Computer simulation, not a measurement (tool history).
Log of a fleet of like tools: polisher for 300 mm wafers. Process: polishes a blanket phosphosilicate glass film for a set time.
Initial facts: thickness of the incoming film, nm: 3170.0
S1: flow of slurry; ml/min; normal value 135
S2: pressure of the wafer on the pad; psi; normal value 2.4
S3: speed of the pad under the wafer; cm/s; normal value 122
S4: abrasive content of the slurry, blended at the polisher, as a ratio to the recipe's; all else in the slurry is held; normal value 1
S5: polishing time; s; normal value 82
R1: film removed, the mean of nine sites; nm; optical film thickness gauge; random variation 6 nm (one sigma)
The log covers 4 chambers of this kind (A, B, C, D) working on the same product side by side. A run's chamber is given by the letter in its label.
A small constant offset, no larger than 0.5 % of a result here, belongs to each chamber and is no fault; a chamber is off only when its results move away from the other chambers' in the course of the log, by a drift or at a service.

run 1A hour=14.1 | S1=135 S2=2.4 S3=122 S4=1 S5=82 | R1=554.71
-- hour=16.1 chamber B: worn pad replaced by a new one
run 2D hour=25.5 | S1=135 S2=2.4 S3=122 S4=1 S5=82 | R1=551.14
run 3C hour=35.7 | S1=135 S2=2.4 S3=122 S4=1 S5=82 | R1=546.56
run 4B hour=44.3 | S1=135 S2=2.4 S3=122 S4=1 S5=82 | R1=559.91
-- hour=46.7 chamber D: worn pad replaced by a new one
-- hour=50.2 chamber A: worn pad replaced by a new one
-- hour=53.8 chamber A: slurry nozzle cleaned
run 5B hour=55.7 | S1=135 S2=2.4 S3=122 S4=1 S5=82 | R1=540.97
run 6C hour=70.4 | S1=135 S2=2.4 S3=122 S4=1 S5=82 | R1=564.23
-- hour=71 chamber C: slurry blender recalibrated
run 7D hour=78.3 | S1=135 S2=2.4 S3=122 S4=1 S5=82 | R1=548.35
-- hour=83.6 chamber C: conditioning disc replaced and pad reconditioned
-- hour=89.1 chamber C: worn pad replaced by a new one
run 8A hour=92.9 | S1=135 S2=2.4 S3=122 S4=1 S5=82 | R1=544.03
-- hour=106.5 chamber B: worn pad replaced by a new one
run 9B hour=108.5 | S1=100 S2=2.4 S3=122 S4=1 S5=109 | R1=684.75
run 10C hour=117.6 | S1=100 S2=2.4 S3=122 S4=1 S5=109 | R1=676.45
run 11D hour=131.7 | S1=100 S2=2.4 S3=122 S4=1 S5=109 | R1=693.59
-- hour=144 chamber D: conditioning disc replaced and pad reconditioned
run 12A hour=146.9 | S1=100 S2=2.4 S3=122 S4=1 S5=109 | R1=677.81
-- hour=153.1 chamber D: worn pad replaced by a new one
-- hour=154 chamber A: worn pad replaced by a new one
run 13B hour=158.5 | S1=135 S2=2.4 S3=122 S4=1 S5=82 | R1=553.87
-- hour=164.4 chamber B: slurry nozzle cleaned
run 14C hour=174 | S1=120 S2=2.4 S3=122 S4=1 S5=82 | R1=546.08
run 15A hour=183.3 | S1=120 S2=2.4 S3=122 S4=1 S5=82 | R1=537.64
run 16D hour=194.8 | S1=120 S2=2.4 S3=122 S4=1 S5=82 | R1=544.31
-- hour=196.3 chamber B: worn pad replaced by a new one
run 17A hour=206.8 | S1=120 S2=2.4 S3=122 S4=1 S5=82 | R1=524.36
-- hour=209.1 chamber D: slurry nozzle cleaned
-- hour=214.5 chamber A: conditioning disc replaced and pad reconditioned
-- hour=216.3 chamber B: slurry blender recalibrated
run 18D hour=217.5 | S1=135 S2=2.4 S3=122 S4=1 S5=82 | R1=542.04
-- hour=226.5 chamber C: worn pad replaced by a new one
run 19B hour=233.9 | S1=135 S2=2 S3=86 S4=1 S5=82 | R1=347.11
-- hour=242.5 chamber C: slurry nozzle cleaned
run 20C hour=248.4 | S1=135 S2=2 S3=86 S4=1 S5=82 | R1=343.75
-- hour=248.5 chamber A: worn pad replaced by a new one
-- hour=257.8 chamber D: worn pad replaced by a new one
run 21D hour=260 | S1=135 S2=2 S3=86 S4=1 S5=82 | R1=347.33
run 22A hour=268.3 | S1=135 S2=2 S3=86 S4=1 S5=82 | R1=328.88
-- hour=273.1 chamber C: conditioning disc replaced and pad reconditioned
run 23B hour=279.8 | S1=135 S2=2.4 S3=122 S4=1 S5=82 | R1=535.22
-- hour=288.3 chamber B: worn pad replaced by a new one
run 24C hour=295.5 | S1=135 S2=2.4 S3=122 S4=1 S5=82 | R1=552.07
-- hour=297.4 chamber C: slurry blender recalibrated
run 25A hour=309.5 | S1=135 S2=2.4 S3=122 S4=1 S5=82 | R1=517.51
run 26D hour=323.2 | S1=135 S2=2.4 S3=122 S4=1 S5=82 | R1=546.42
run 27B hour=338.3 | S1=135 S2=2.4 S3=122 S4=1 S5=82 | R1=548.25
-- hour=341.2 chamber A: worn pad replaced by a new one
run 28C hour=352.6 | S1=135 S2=2.4 S3=122 S4=1 S5=82 | R1=557.91
-- hour=353.5 chamber C: worn pad replaced by a new one
run 29D hour=362.9 | S1=135 S2=3.1 S3=122 S4=1 S5=82 | R1=705.91
run 30B hour=373 | S1=135 S2=3.1 S3=122 S4=1 S5=82 | R1=722.48
-- hour=380.9 chamber B: worn pad replaced by a new one
run 31A hour=387.6 | S1=135 S2=3.1 S3=122 S4=1 S5=82 | R1=645.27
-- hour=389.8 chamber D: worn pad replaced by a new one
run 32C hour=401 | S1=135 S2=3.1 S3=122 S4=1 S5=82 | R1=715.33
run 33A hour=411.9 | S1=135 S2=2.4 S3=122 S4=1 S5=82 | R1=501.76
run 34C hour=425.9 | S1=135 S2=2.4 S3=122 S4=1 S5=82 | R1=555.67
-- hour=432.8 chamber C: head pressure recalibrated
run 35B hour=437.1 | S1=135 S2=2.4 S3=122 S4=1 S5=82 | R1=553.13
-- hour=441.7 chamber A: worn pad replaced by a new one
run 36D hour=444.6 | S1=135 S2=1.8 S3=122 S4=1 S5=82 | R1=410.52
run 37A hour=453 | S1=135 S2=1.8 S3=122 S4=1 S5=82 | R1=366.32
run 38C hour=467.1 | S1=135 S2=1.8 S3=122 S4=1 S5=82 | R1=416.79

Predict what each chamber gives when all 4 of them run the settings below next.
run 39A hour=479 | S1=135 S2=2.4 S3=122 S4=1 S5=82 | R1=?
run 39B hour=479 | S1=135 S2=2.4 S3=122 S4=1 S5=82 | R1=?
run 39C hour=479 | S1=135 S2=2.4 S3=122 S4=1 S5=82 | R1=?
run 39D hour=479 | S1=135 S2=2.4 S3=122 S4=1 S5=82 | R1=?

run=39A R1=480.32
run=39B R1=557.34
run=39C R1=551.03
run=39D R1=541.98
